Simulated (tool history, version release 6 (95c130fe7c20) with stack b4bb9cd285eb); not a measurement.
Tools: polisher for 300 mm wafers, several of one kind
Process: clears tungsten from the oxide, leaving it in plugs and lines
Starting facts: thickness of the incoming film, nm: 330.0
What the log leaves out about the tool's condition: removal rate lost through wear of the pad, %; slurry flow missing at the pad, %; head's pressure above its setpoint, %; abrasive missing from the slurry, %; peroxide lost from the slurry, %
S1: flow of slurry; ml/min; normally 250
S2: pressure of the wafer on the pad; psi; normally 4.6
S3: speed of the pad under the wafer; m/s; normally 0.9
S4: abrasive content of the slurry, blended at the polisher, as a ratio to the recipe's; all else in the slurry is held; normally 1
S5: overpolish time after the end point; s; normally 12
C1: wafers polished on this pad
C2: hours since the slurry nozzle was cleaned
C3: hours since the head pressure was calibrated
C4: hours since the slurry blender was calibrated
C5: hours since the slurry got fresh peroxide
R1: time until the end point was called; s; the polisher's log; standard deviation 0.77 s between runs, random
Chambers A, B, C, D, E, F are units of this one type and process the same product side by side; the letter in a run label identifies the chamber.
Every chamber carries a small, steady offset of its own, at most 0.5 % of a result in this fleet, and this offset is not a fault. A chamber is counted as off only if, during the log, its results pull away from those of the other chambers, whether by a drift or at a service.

run	hour	S1	S2	S3	S4	S5	C1	C2	C3	C4	C5	R1
1F	12.8	250	4.6	0.9	1	12	588	144.1	1185	51.6	151.8	66.685
# hour 15.3: chamber C: slurry tank refilled with fresh slurry and peroxide
# hour 15.9: chamber E: slurry blender recalibrated
# hour 19: chamber D: worn pad replaced by a new one
2A	25	250	4.6	0.9	1	12	406	82.9	47.8	238.6	27	66.192
# hour 29.6: chamber F: slurry tank refilled with fresh slurry and peroxide
# hour 35.8: chamber E: worn pad replaced by a new one
# hour 37.8: chamber F: head pressure recalibrated
3D	39	250	4.6	0.9	1	12	183	442.2	343.9	140.2	42.5	67.116
# hour 42.8: chamber E: slurry tank refilled with fresh slurry and peroxide
# hour 46.6: chamber C: worn pad replaced by a new one
4E	52.8	250	4.6	0.9	1	12	156	318.5	966.4	37	10.1	66.358
5B	63	250	4.6	0.9	1	12	941	350	328.9	170.8	68.9	67.39
# hour 73.8: chamber B: slurry tank refilled with fresh slurry and peroxide
6C	73.8	250	4.6	0.9	1	12	250	516	169.8	105.3	58.5	68.67
# hour 79.5: chamber A: worn pad replaced by a new one
7F	80.6	295	4.1	0.9	1	12	1211	211.9	42.8	119.4	51.1	74.667
# hour 85: chamber F: worn pad replaced by a new one
# hour 88.6: chamber D: slurry blender recalibrated
8C	92.4	295	4.1	0.9	1	12	420	534.6	188.4	123.9	77.1	74.751
# hour 97.4: chamber B: worn pad replaced by a new one
9E	107.2	295	4.1	0.9	1	12	656	372.9	1020.8	91.4	64.5	72.873
# hour 108.5: chamber D: worn pad replaced by a new one
# hour 111.3: chamber D: head pressure recalibrated
# hour 112: chamber F: slurry blender recalibrated
# hour 115: chamber A: slurry tank refilled with fresh slurry and peroxide
10D	117.9	295	4.1	0.9	1	12	86	521.1	6.7	29.4	121.4	72.297
# hour 121.9: chamber C: slurry blender recalibrated
# hour 124.3: chamber A: slurry blender recalibrated
11B	127.2	295	4.1	0.9	1	12	274	414.2	393.1	235	53.5	72.051
12A	140.6	295	4.1	0.9	1	12	561	198.5	163.4	16.3	25.6	73.714
# hour 142: chamber C: slurry tank refilled with fresh slurry and peroxide
# hour 148.7: chamber E: worn pad replaced by a new one
13E	151.4	250	5.2	0.9	1	12	24	417.1	1065	135.6	108.7	59.196
14C	161.6	250	5.2	0.9	1	12	1056	603.8	257.6	39.7	19.6	58.84
# hour 165.3: chamber D: slurry tank refilled with fresh slurry and peroxide
# hour 168.9: chamber A: slurry nozzle cleaned
15A	171.5	250	5.2	0.9	1	12	845	2.6	194.3	47.2	56.5	59.949
# hour 172: chamber B: slurry tank refilled with fresh slurry and peroxide
# hour 172.9: chamber C: worn pad replaced by a new one
# hour 175.8: chamber B: slurry nozzle cleaned
# hour 180.1: chamber A: worn pad replaced by a new one
# hour 181.6: chamber F: slurry nozzle cleaned
16D	184.9	250	5.2	0.9	1	12	701	588.1	73.7	96.4	19.6	59.543
# hour 189.4: chamber F: slurry tank refilled with fresh slurry and peroxide
# hour 191.6: chamber D: slurry nozzle cleaned
17F	193.7	250	5.2	0.9	1	12	999	12.1	155.9	81.7	4.3	58.731
# hour 194: chamber E: slurry tank refilled with fresh slurry and peroxide
18B	203.8	250	5.2	0.9	1	12	977	28	469.7	311.6	31.9	59.238
# hour 207.2: chamber E: slurry nozzle cleaned
19E	214.9	250	4.6	0.9	1	12	607	7.8	1128.5	199.1	21	64.741
# hour 217.4: chamber D: worn pad replaced by a new one
20D	223.8	325	4.6	0.8	1	12	59	32.2	112.6	135.3	58.5	71.989
21C	236.9	325	4.6	0.8	1	12	587	679.1	332.9	115	94.9	74.291
# hour 239.4: chamber F: worn pad replaced by a new one
# hour 239.4: chamber B: worn pad replaced by a new one
# hour 243.7: chamber C: slurry nozzle cleaned
# hour 247: chamber C: slurry tank refilled with fresh slurry and peroxide
# hour 250: chamber E: head pressure recalibrated
22F	250.1	325	4.6	0.8	1	12	98	68.5	212.3	138.1	60.7	73.359
# hour 254.8: chamber A: slurry tank refilled with fresh slurry and peroxide
# hour 261.4: chamber C: slurry blender recalibrated
23B	264.2	325	4.6	0.8	1	12	227	88.4	530.1	372	92.3	72.757
# hour 271.5: chamber E: worn pad replaced by a new one
# hour 274.7: chamber B: slurry tank refilled with fresh slurry and peroxide
24A	278.1	325	4.6	0.8	1	12	900	109.2	300.9	153.8	23.3	71.624
# hour 279.8: chamber A: worn pad replaced by a new one
# hour 283: chamber B: slurry blender recalibrated
25D	292.8	325	4.6	0.8	1	12	692	101.2	181.6	204.3	127.5	72.417
# hour 296.9: chamber F: slurry blender recalibrated
26E	306.7	250	4.6	0.9	1	12	323	99.6	56.8	290.9	112.8	67.101
# hour 307.9: chamber C: worn pad replaced by a new one
# hour 310.2: chamber D: slurry tank refilled with fresh slurry and peroxide
# hour 314: chamber D: worn pad replaced by a new one
27B	316.5	250	4.6	0.9	1	12	708	140.7	582.4	33.6	41.9	65.92
# hour 322.6: chamber F: slurry tank refilled with fresh slurry and peroxide
# hour 327.1: chamber D: slurry blender recalibrated
28F	328	250	4.6	0.9	1	12	813	146.4	290.2	31.2	5.5	66.728
29C	338.2	250	4.6	0.9	1	12	278	94.5	434.2	76.8	91.3	67.003
30A	352.9	250	4.6	0.9	1	12	672	184	375.7	228.6	98.1	65.868
# hour 357.5: chamber C: slurry tank refilled with fresh slurry and peroxide
# hour 357.7: chamber A: head pressure recalibrated
31E	367.9	250	4.6	0.9	1	12	885	160.8	118	352.1	174	66.836
# hour 370.3: chamber A: slurry tank refilled with fresh slurry and peroxide
# hour 372: chamber E: worn pad replaced by a new one
# hour 372.4: chamber B: worn pad replaced by a new one
32B	377.7	250	4.6	0.9	1	12	48	201.9	643.6	94.8	103.1	66.799
# hour 381.3: chamber E: slurry tank refilled with fresh slurry and peroxide
# hour 384.9: chamber C: slurry blender recalibrated
# hour 386.3: chamber A: worn pad replaced by a new one
33D	387.5	250	4.6	0.9	1	12	675	195.9	276.3	60.4	77.3	66.756
# hour 389.4: chamber A: slurry nozzle cleaned
# hour 392.3: chamber F: worn pad replaced by a new one
34F	394.6	250	4.6	0.9	1	12	21	213	356.8	97.8	72.1	67.5
# hour 404.7: chamber D: worn pad replaced by a new one
35A	408.3	250	4.6	0.9	1	12	202	18.9	50.6	284	38.1	66.21
36C	416.8	250	4.6	0.9	1	12	1000	173.1	512.8	31.9	59.4	66.672
37E	427.2	250	4.6	0.9	1	12	507	220.1	177.3	411.4	46	66.355
38D	440.5	250	4.6	0.9	1	12	328	248.9	329.3	113.4	130.3	66.256
# hour 449.7: chamber A: slurry blender recalibrated
# hour 455: chamber F: slurry nozzle cleaned
39A	455	250	4.6	0.9	1	12	631	65.6	97.3	5.4	84.8	65.949
# hour 457.1: chamber F: slurry tank refilled with fresh slurry and peroxide
40F	468	250	4.6	0.9	1	9	695	13.1	430.2	171.2	10.9	66.076

Does one chamber stand apart from the rest, does the shared gauge drift, or is all well apart from small per-chamber offsets? Give the chamber and the most likely cause, where there is one.

Neither any chamber nor the gauge drifts; the chambers differ only by their own small, steady offsets.
